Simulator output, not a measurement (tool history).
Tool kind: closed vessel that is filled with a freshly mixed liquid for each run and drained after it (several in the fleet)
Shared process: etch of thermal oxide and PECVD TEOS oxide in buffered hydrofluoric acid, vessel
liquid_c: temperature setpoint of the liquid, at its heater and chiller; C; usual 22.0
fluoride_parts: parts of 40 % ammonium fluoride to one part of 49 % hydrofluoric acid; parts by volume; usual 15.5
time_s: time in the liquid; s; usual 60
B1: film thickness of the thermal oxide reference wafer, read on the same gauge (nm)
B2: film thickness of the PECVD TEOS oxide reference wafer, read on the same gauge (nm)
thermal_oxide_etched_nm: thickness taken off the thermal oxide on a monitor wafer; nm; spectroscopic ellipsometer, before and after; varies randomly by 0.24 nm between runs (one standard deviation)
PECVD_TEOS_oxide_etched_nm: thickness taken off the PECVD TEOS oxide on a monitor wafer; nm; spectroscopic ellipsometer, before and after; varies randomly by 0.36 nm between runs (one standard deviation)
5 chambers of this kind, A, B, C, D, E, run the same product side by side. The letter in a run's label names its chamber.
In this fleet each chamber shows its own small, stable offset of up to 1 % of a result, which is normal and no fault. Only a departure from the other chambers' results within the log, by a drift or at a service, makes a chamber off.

Run 1C, hour 7.3: usual settings; B1 49.989; B2 140.01. Result: thermal_oxide_etched_nm 40.102 nm, PECVD_TEOS_oxide_etched_nm 56.897 nm.
Run 2A, hour 16.7: usual settings; B1 49.999; B2 139.99. Result: thermal_oxide_etched_nm 40.279 nm, PECVD_TEOS_oxide_etched_nm 56.679 nm.
Run 3D, hour 28.2: usual settings; B1 50.006; B2 140.00. Result: thermal_oxide_etched_nm 40.430 nm, PECVD_TEOS_oxide_etched_nm 57.578 nm.
Run 4E, hour 38.7: usual settings; B1 50.009; B2 140.00. Result: thermal_oxide_etched_nm 40.694 nm, PECVD_TEOS_oxide_etched_nm 56.663 nm.
Run 5B, hour 50.9: usual settings; B1 49.991; B2 140.01. Result: thermal_oxide_etched_nm 41.293 nm, PECVD_TEOS_oxide_etched_nm 56.972 nm.
Run 6C, hour 62.4: usual settings but time_s 95 s; B1 50.003; B2 140.01. Result: thermal_oxide_etched_nm 64.221 nm, PECVD_TEOS_oxide_etched_nm 91.379 nm.
Run 7B, hour 70.9: usual settings but time_s 95 s; B1 50.000; B2 139.98. Result: thermal_oxide_etched_nm 65.170 nm, PECVD_TEOS_oxide_etched_nm 88.938 nm.
Run 8E, hour 80.6: usual settings but time_s 95 s; B1 49.989; B2 140.02. Result: thermal_oxide_etched_nm 64.304 nm, PECVD_TEOS_oxide_etched_nm 91.203 nm.
Run 9D, hour 86.8: usual settings but time_s 95 s; B1 50.009; B2 139.99. Result: thermal_oxide_etched_nm 63.618 nm, PECVD_TEOS_oxide_etched_nm 90.389 nm.
Run 10A, hour 95.5: usual settings but time_s 95 s; B1 50.003; B2 140.00. Result: thermal_oxide_etched_nm 63.919 nm, PECVD_TEOS_oxide_etched_nm 88.796 nm.
Run 11A, hour 105.7: usual settings; B1 49.980; B2 140.00. Result: thermal_oxide_etched_nm 40.602 nm, PECVD_TEOS_oxide_etched_nm 56.863 nm.
Run 12C, hour 115.6: usual settings; B1 50.001; B2 140.00. Result: thermal_oxide_etched_nm 40.615 nm, PECVD_TEOS_oxide_etched_nm 56.973 nm.
Run 13D, hour 127.0: usual settings but liquid_c 19.5 C; B1 50.015; B2 140.01. Result: thermal_oxide_etched_nm 34.833 nm, PECVD_TEOS_oxide_etched_nm 49.852 nm.
Run 14B, hour 139.7: usual settings but liquid_c 19.5 C; B1 50.008; B2 140.00. Result: thermal_oxide_etched_nm 34.849 nm, PECVD_TEOS_oxide_etched_nm 49.859 nm.
Run 15E, hour 145.4: usual settings but liquid_c 19.5 C; B1 50.009; B2 140.01. Result: thermal_oxide_etched_nm 35.869 nm, PECVD_TEOS_oxide_etched_nm 49.228 nm.
Run 16B, hour 155.5: usual settings but liquid_c 19.5 C; B1 49.999; B2 140.02. Result: thermal_oxide_etched_nm 35.058 nm, PECVD_TEOS_oxide_etched_nm 49.132 nm.
Run 17E, hour 164.1: usual settings but liquid_c 19.5 C; B1 49.990; B2 139.99. Result: thermal_oxide_etched_nm 35.476 nm, PECVD_TEOS_oxide_etched_nm 49.624 nm.
Run 18D, hour 172.0: usual settings; B1 50.011; B2 140.00. Result: thermal_oxide_etched_nm 40.943 nm, PECVD_TEOS_oxide_etched_nm 57.607 nm.
Run 19C, hour 183.9: usual settings; B1 49.972; B2 140.00. Result: thermal_oxide_etched_nm 40.120 nm, PECVD_TEOS_oxide_etched_nm 56.748 nm.
At hour 184.0: chamber C: hydrofluoric acid flow meter replaced.
Run 20A, hour 196.8: usual settings; B1 50.008; B2 140.00. Result: thermal_oxide_etched_nm 40.092 nm, PECVD_TEOS_oxide_etched_nm 56.604 nm.
Run 21B, hour 209.2: usual settings; B1 50.005; B2 140.01. Result: thermal_oxide_etched_nm 40.833 nm, PECVD_TEOS_oxide_etched_nm 56.352 nm.
Run 22A, hour 219.4: usual settings; B1 49.994; B2 139.99. Result: thermal_oxide_etched_nm 40.760 nm, PECVD_TEOS_oxide_etched_nm 56.287 nm.
Run 23D, hour 231.4: usual settings; B1 49.998; B2 140.00. Result: thermal_oxide_etched_nm 40.273 nm, PECVD_TEOS_oxide_etched_nm 57.759 nm.
Run 24C, hour 239.0: usual settings; B1 50.013; B2 139.99. Result: thermal_oxide_etched_nm 40.422 nm, PECVD_TEOS_oxide_etched_nm 57.014 nm.
Run 25E, hour 250.4: usual settings; B1 50.003; B2 139.98. Result: thermal_oxide_etched_nm 40.883 nm, PECVD_TEOS_oxide_etched_nm 57.296 nm.
Run 26B, hour 263.4: usual settings; B1 50.011; B2 140.00. Result: thermal_oxide_etched_nm 40.679 nm, PECVD_TEOS_oxide_etched_nm 56.951 nm.
Run 27D, hour 269.7: usual settings; B1 50.003; B2 140.01. Result: thermal_oxide_etched_nm 40.636 nm, PECVD_TEOS_oxide_etched_nm 58.146 nm.
Run 28C, hour 282.1: usual settings; B1 50.000; B2 139.99. Result: thermal_oxide_etched_nm 40.423 nm, PECVD_TEOS_oxide_etched_nm 57.277 nm.
Run 29E, hour 293.2: usual settings but liquid_c 24.0 C, time_s 90 s; B1 50.030; B2 139.98. Result: thermal_oxide_etched_nm 68.687 nm, PECVD_TEOS_oxide_etched_nm 95.028 nm.
Run 30A, hour 303.4: usual settings but liquid_c 24.0 C, time_s 90 s; B1 49.996; B2 139.99. Result: thermal_oxide_etched_nm 67.984 nm, PECVD_TEOS_oxide_etched_nm 95.118 nm.

Decide between three cases: one chamber stands off from its peers, the gauge reading all wafers drifts, or nothing is wrong past each chamber's small offset. Where a chamber is off, say which and what most likely put it there.

All chambers stay in line apart from their small fixed offsets, and the gauge does not drift.

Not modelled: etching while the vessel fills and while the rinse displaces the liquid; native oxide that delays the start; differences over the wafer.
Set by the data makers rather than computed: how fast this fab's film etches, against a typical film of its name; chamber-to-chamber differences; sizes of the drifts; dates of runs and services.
